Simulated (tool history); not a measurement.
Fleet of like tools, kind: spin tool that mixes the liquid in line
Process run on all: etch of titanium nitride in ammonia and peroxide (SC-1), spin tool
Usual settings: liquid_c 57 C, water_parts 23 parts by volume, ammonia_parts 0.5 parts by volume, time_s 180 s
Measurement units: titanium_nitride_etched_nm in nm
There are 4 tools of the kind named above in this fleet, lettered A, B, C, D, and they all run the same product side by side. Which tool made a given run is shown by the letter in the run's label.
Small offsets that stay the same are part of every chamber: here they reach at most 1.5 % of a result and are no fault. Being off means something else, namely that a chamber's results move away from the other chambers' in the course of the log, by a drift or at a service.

run	day	liquid_c	water_parts	ammonia_parts	time_s	hours since the thermometer was replaced	hours since the ammonia flow meter was replaced	hours since the heated supply line was repaired	hours since the drum of ammonia solution was connected	read-back film thickness of the titanium nitride reference wafer, read on the same gauge (nm)	titanium_nitride_etched_nm
1A	0.358	57	23	0.5	180	1426.3	912.7	497.3	560.2	70.028	10.739
2C	0.804	57	23	0.5	180	788.2	651.5	718.8	478.1	70.005	10.641
3B	1.217	57	23	0.5	180	104.2	746.8	1064.6	879.3	69.979	10.766
# day 1.492: chamber C: new drum of ammonia solution connected
4D	1.546	57	23	0.5	180	728.9	924.8	385.6	494.9	70.016	10.592
# day 1.558: chamber D: new drum of ammonia solution connected
5B	2.054	57	23	0.5	180	124.3	766.9	1084.7	899.4	70.015	10.78
6C	2.588	57	23	0.5	180	831	694.3	761.6	26.3	69.992	10.677
7A	3.054	57	33.5	0.4	180	1491	977.4	562	624.9	70	8.3954
8D	3.367	57	33.5	0.4	180	772.6	968.5	429.3	43.5	69.95	8.3881
9D	3.817	57	33.5	0.4	180	783.4	979.3	440.1	54.3	69.995	8.3285
10B	4.354	57	33.5	0.4	180	179.5	822.1	1139.9	954.6	69.985	8.3496
11C	4.792	57	23	0.35	180	883.9	747.2	814.5	79.2	69.986	10.03
12A	5.079	57	23	0.35	180	1539.6	1026	610.6	673.5	69.988	9.9104
# day 5.162: chamber A: ammonia flow meter replaced
13C	5.454	57	23	0.35	180	899.8	763.1	830.4	95.1	70.008	9.9341
14A	5.929	57	23	0.35	180	1560	18.4	631	693.9	69.998	9.967
15B	6.483	57	23	0.5	180	230.6	873.2	1191	1005.7	69.991	10.601
16D	6.862	57	23	0.5	180	856.5	1052.4	513.2	127.4	70.014	10.611
17A	7.288	57	23	0.5	180	1592.6	51	663.6	726.5	70.011	10.578
18C	7.758	63	23	0.5	115	955.1	818.4	885.7	150.4	69.961	10.137
19D	8.117	63	23	0.5	115	886.6	1082.5	543.3	157.5	70.019	10.193
# day 8.221: chamber D: thermometer replaced
20B	8.604	63	23	0.5	115	281.5	924.1	1241.9	1056.6	70.005	10.054
21B	9.083	63	23	0.5	115	293	935.6	1253.4	1068.1	69.969	10.253
22D	9.442	57	23	0.5	180	29.4	1114.3	575.1	189.3	70.016	10.609
# day 9.95: chamber A: thermometer replaced
23C	9.971	57	23	0.5	180	1008.2	871.5	938.8	203.5	70.008	10.755
24A	10.325	57	23	0.5	180	9	123.9	736.5	799.4	69.995	10.488
# day 10.404: chamber C: heated supply line repaired
25C	10.867	57	23	0.5	180	1029.7	893	11.1	225	69.941	10.752
26A	11.367	57	23	0.5	180	34	148.9	761.5	824.4	69.999	10.328
27D	11.854	57	23	0.5	180	87.3	1172.2	633	247.2	70.001	10.503
28B	12.404	65.5	23	0.5	230	372.7	1015.3	1333.1	1147.8	69.982	23.811
29B	12.967	65.5	23	0.5	230	386.2	1028.8	1346.6	1161.3	69.992	24.137
30C	13.258	65.5	23	0.5	230	1087.1	950.4	68.5	282.4	69.982	23.808
31A	13.783	65.5	23	0.5	230	92	206.9	819.5	882.4	69.999	22.973
32D	14.129	57	23	0.5	180	141.9	1226.8	687.6	301.8	69.97	10.74
33B	14.571	57	23	0.5	180	424.7	1067.3	1385.1	1199.8	70.017	10.735
34A	14.979	49.5	32	0.5	180	120.7	235.6	848.2	911.1	70.016	5.086
35C	15.275	49.5	32	0.5	180	1135.5	998.8	116.9	330.8	70.024	5.2377
36D	15.717	49.5	32	0.5	180	180	1264.9	725.7	339.9	70.009	5.2534
# day 16.025: chamber B: new drum of ammonia solution connected
37D	16.15	49.5	32	0.5	180	190.4	1275.3	736.1	350.3	69.986	5.2666
38B	16.488	57	23	0.5	180	470.7	1113.3	1431.1	11.2	69.984	10.613
39A	16.938	57	23	0.5	180	167.7	282.6	895.2	958.1	70.028	10.189

Does one chamber stand apart from the rest, does the shared gauge drift, or is all well apart from small per-chamber offsets? Give the chamber and the most likely cause, where there is one.

One chamber, A, drifts off from the rest bit by bit.
Most likely cause: temperature lost on the way to the wafer (K) = 0.963.

Which of the 4 candidates below, each the usual settings with something changed and its results left as question marks, puts chamber A back in line with what the other chambers give on the usual settings?
Allowed miss from the other chambers' usual-settings mean, per result, to count as in line: titanium_nitride_etched_nm 0.24 nm
40A-1	17.35	57.5	23	0.5	185						?
40A-2	17.35	56.5	23	0.5	175						?
40A-3	17.35	57	23	0.5	200						?
40A-4	17.35	57	23.5	0.5	165						?

On the usual settings, the other chambers give on average: titanium_nitride_etched_nm 10.69 nm
run	titanium_nitride_etched_nm
40A-1	10.817
40A-2	9.5681
40A-3	11.309
40A-4	9.2191
With 40A-1, the chamber falls back in line with the rest.
